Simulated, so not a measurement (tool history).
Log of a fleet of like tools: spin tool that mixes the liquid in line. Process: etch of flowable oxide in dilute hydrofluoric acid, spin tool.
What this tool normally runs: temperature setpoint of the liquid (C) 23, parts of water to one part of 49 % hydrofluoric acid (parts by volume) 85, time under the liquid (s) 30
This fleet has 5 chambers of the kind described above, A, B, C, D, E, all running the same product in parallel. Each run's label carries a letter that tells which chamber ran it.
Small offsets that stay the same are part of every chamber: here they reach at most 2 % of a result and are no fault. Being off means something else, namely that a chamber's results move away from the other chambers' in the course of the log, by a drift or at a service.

run,day,temperature setpoint of the liquid (C),parts of water to one part of 49 % hydrofluoric acid (parts by volume),time under the liquid (s),hours since the thermometer was replaced,hours since the hydrofluoric acid flow meter was replaced,"read-back film thickness of the flowable oxide reference wafer, read on the same gauge (nm)",thickness taken off the flowable oxide on a monitor wafer (nm)
1A,0.338,23,85,30,780.6,137,39.999,12.998
2C,0.604,23,85,30,1681.5,1057.6,39.999,12.888
3D,0.921,23,85,30,820.6,1519.5,39.989,12.739
4E,1.333,23,85,30,1028.5,986,39.987,12.925
5B,1.625,23,85,30,670.3,208.8,40.01,12.878
# day 1.792: chamber E: hydrofluoric acid flow meter replaced
6B,1.983,20,70,30,678.9,217.4,40.009,14.128
7E,2.238,20,70,30,1050.2,10.7,39.993,14.232
8D,2.642,20,70,30,861.9,1560.8,40.011,13.941
9C,2.842,20,70,30,1735.2,1111.3,39.981,14.049
10A,3.158,20,70,30,848.3,204.7,39.994,14.323
11E,3.458,23,85,30,1079.5,40,39.984,12.875
12D,3.692,23,85,30,887.1,1586,40.01,12.718
# day 3.958: chamber E: thermometer replaced
13C,4.017,23,85,30,1763.4,1139.5,40.006,12.819
14A,4.329,23,85,30,876.4,232.8,39.975,13.113
15B,4.592,23,85,30,741.5,280,39.995,12.955
16E,5.012,23,85,30,25.4,77.3,39.977,12.813
17A,5.342,23,60,30,900.7,257.1,39.99,19.511
18D,5.612,23,60,30,933.2,1632.1,40.013,18.629
19B,6.029,23,60,30,776,314.5,40.005,18.609
20C,6.367,23,60,30,1819.8,1195.9,39.977,18.72
21C,6.638,23,60,30,1826.3,1202.4,39.977,18.702
22B,7.042,23,85,30,800.3,338.8,40.03,12.969
23E,7.346,23,60,45,81.4,133.3,39.992,28.194
24A,7.612,23,60,45,955.2,311.6,40.01,30.117
25D,8.017,23,60,45,990.9,1689.8,40.008,28.026
26B,8.254,23,60,45,829.4,367.9,39.991,28.173
27C,8.571,23,60,45,1872.7,1248.8,39.982,28.08
28D,8.808,23,85,30,1009.9,1708.8,39.993,12.719
29A,9.112,25,85,30,991.2,347.6,39.992,15.051
30E,9.325,25,85,30,128.9,180.8,39.981,14.101
31E,9.571,25,85,30,134.8,186.7,39.997,14.106
32B,9.846,25,85,30,867.6,406.1,40.004,14.049
33D,10.217,25,85,30,1043.7,1742.6,40.009,13.947

Next, every chamber runs the same settings. What will each give?
34A,10.517,23,85,30,,,,?
34B,10.517,23,85,30,,,,?
34C,10.517,23,85,30,,,,?
34D,10.517,23,85,30,,,,?
34E,10.517,23,85,30,,,,?

run,thickness taken off the flowable oxide on a monitor wafer (nm)
34A,14.146
34B,12.946
34C,12.83
34D,12.832
34E,12.848
